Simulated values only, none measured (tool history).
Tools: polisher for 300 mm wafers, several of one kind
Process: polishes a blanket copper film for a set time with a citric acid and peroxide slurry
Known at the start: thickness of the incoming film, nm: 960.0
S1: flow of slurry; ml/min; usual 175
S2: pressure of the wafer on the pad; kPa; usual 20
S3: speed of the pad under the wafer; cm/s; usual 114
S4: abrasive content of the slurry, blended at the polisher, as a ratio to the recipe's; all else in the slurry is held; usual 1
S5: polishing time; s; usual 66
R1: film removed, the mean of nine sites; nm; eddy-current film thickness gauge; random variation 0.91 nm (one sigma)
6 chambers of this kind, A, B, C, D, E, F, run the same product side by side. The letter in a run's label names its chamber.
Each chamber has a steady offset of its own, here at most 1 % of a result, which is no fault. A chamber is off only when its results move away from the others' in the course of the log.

| run | hour | S1 | S2 | S3 | S4 | S5 | R1 |
|---|---|---|---|---|---|---|---|
|  | 2.7 | chamber C: slurry nozzle cleaned |
| 1A | 9.3 | 175 | 20 | 114 | 1 | 66 | 148.37 |
|  | 10.5 | chamber A: slurry nozzle cleaned |
|  | 12.7 | chamber F: slurry blender recalibrated |
| 2F | 14.6 | 175 | 20 | 114 | 1 | 66 | 149.45 |
|  | 15 | chamber B: head pressure recalibrated |
|  | 17.6 | chamber C: worn pad replaced by a new one |
| 3B | 19.3 | 175 | 20 | 114 | 1 | 66 | 149.7 |
|  | 20.3 | chamber F: slurry nozzle cleaned |
|  | 22.9 | chamber B: worn pad replaced by a new one |
| 4E | 23.7 | 175 | 20 | 114 | 1 | 66 | 148.26 |
| 5D | 28.8 | 175 | 20 | 114 | 1 | 66 | 148.63 |
|  | 38.2 | chamber A: worn pad replaced by a new one |
| 6C | 38.7 | 175 | 20 | 114 | 1 | 66 | 148.11 |
|  | 39.8 | chamber A: head pressure recalibrated |
|  | 40.1 | chamber D: worn pad replaced by a new one |
| 7E | 46.4 | 175 | 20 | 114 | 1 | 66 | 151.06 |
| 8F | 52.5 | 145 | 20 | 84 | 1 | 66 | 107.29 |
|  | 57.2 | chamber C: slurry blender recalibrated |
| 9C | 60.3 | 145 | 20 | 84 | 1 | 66 | 107.92 |
|  | 65.4 | chamber B: slurry blender recalibrated |
|  | 66.3 | chamber E: slurry blender recalibrated |
| 10A | 68.5 | 145 | 20 | 84 | 1 | 66 | 108.08 |
|  | 68.9 | chamber E: worn pad replaced by a new one |
| 11B | 77.3 | 145 | 20 | 84 | 1 | 66 | 108.43 |
| 12D | 82.3 | 145 | 20 | 84 | 1 | 66 | 106.72 |
|  | 85.7 | chamber B: worn pad replaced by a new one |
|  | 86.4 | chamber C: worn pad replaced by a new one |
| 13B | 88.7 | 145 | 20 | 84 | 1 | 66 | 107.52 |
| 14D | 95 | 175 | 20 | 114 | 1 | 66 | 148.81 |
| 15F | 99.5 | 140 | 20 | 150 | 1 | 66 | 185.05 |
|  | 99.7 | chamber E: slurry nozzle cleaned |
| 16A | 107.9 | 140 | 20 | 150 | 1 | 66 | 185.32 |
| 17C | 116.9 | 140 | 20 | 150 | 1 | 66 | 185.19 |
| 18E | 126.8 | 140 | 20 | 150 | 1 | 66 | 190.89 |
|  | 131.6 | chamber A: worn pad replaced by a new one |
|  | 134.2 | chamber D: worn pad replaced by a new one |
| 19D | 136 | 140 | 20 | 150 | 1 | 66 | 186.68 |
|  | 137.2 | chamber B: slurry nozzle cleaned |
|  | 143.9 | chamber E: worn pad replaced by a new one |
| 20A | 145.8 | 140 | 20 | 150 | 1 | 66 | 185.5 |
|  | 147.4 | chamber C: worn pad replaced by a new one |
|  | 149.7 | chamber B: worn pad replaced by a new one |
| 21C | 150.7 | 175 | 20 | 114 | 1 | 66 | 150.24 |
| 22E | 158.9 | 175 | 20 | 114 | 1 | 66 | 150.23 |
| 23F | 167.9 | 175 | 20 | 114 | 1 | 66 | 145.11 |
| 24B | 172.4 | 175 | 20 | 114 | 1 | 66 | 150.78 |
| 25A | 178.4 | 175 | 20 | 114 | 1 | 66 | 148.94 |
| 26B | 182.9 | 175 | 20 | 114 | 1 | 66 | 150.77 |
|  | 187.6 | chamber D: slurry blender recalibrated |
| 27E | 189 | 175 | 20 | 114 | 1 | 66 | 149.71 |
| 28D | 196.4 | 175 | 20 | 114 | 1 | 66 | 148.78 |
| 29F | 205.8 | 175 | 20 | 114 | 1 | 66 | 145.31 |
|  | 209.1 | chamber D: worn pad replaced by a new one |
|  | 212.3 | chamber B: worn pad replaced by a new one |
|  | 214 | chamber C: worn pad replaced by a new one |
| 30C | 215.6 | 175 | 20 | 114 | 1 | 66 | 149.14 |
|  | 218.4 | chamber E: worn pad replaced by a new one |
| 31E | 223.3 | 175 | 20 | 114 | 1 | 66 | 151.69 |
|  | 228.3 | chamber A: worn pad replaced by a new one |
| 32F | 228.8 | 175 | 20 | 114 | 1 | 66 | 144.08 |
| 33D | 239.1 | 175 | 20 | 114 | 1 | 66 | 149.89 |
|  | 247 | chamber B: slurry blender recalibrated |
| 34A | 248.7 | 175 | 20 | 114 | 1 | 66 | 150.42 |
| 35C | 258.6 | 175 | 22.8 | 114 | 1 | 48 | 123.14 |
|  | 262.7 | chamber E: slurry blender recalibrated |
|  | 265.6 | chamber A: slurry blender recalibrated |
| 36B | 268.5 | 175 | 22.8 | 114 | 1 | 48 | 124.03 |
|  | 271.3 | chamber B: worn pad replaced by a new one |
| 37E | 273.1 | 175 | 22.8 | 114 | 1 | 48 | 124.09 |
|  | 276.1 | chamber C: head pressure recalibrated |
| 38F | 279.2 | 175 | 22.8 | 114 | 1 | 48 | 118.16 |
|  | 282.6 | chamber C: worn pad replaced by a new one |
| 39C | 284.6 | 175 | 22.8 | 114 | 1 | 48 | 123.91 |
| 40A | 292.3 | 175 | 22.8 | 114 | 1 | 48 | 123.58 |
| 41B | 297.8 | 175 | 22.8 | 114 | 1 | 50 | 128.39 |
| 42D | 306 | 175 | 22.8 | 114 | 1 | 50 | 127.37 |

Next, every chamber runs the same settings. What will each give?
| 43A | 313.4 | 175 | 20 | 114 | 1 | 66 | ? |
| 43B | 313.4 | 175 | 20 | 114 | 1 | 66 | ? |
| 43C | 313.4 | 175 | 20 | 114 | 1 | 66 | ? |
| 43D | 313.4 | 175 | 20 | 114 | 1 | 66 | ? |
| 43E | 313.4 | 175 | 20 | 114 | 1 | 66 | ? |
| 43F | 313.4 | 175 | 20 | 114 | 1 | 66 | ? |

| run | R1 |
|---|---|
| 43A | 149.81 |
| 43B | 148.83 |
| 43C | 147.25 |
| 43D | 148.08 |
| 43E | 150.57 |
| 43F | 142 |

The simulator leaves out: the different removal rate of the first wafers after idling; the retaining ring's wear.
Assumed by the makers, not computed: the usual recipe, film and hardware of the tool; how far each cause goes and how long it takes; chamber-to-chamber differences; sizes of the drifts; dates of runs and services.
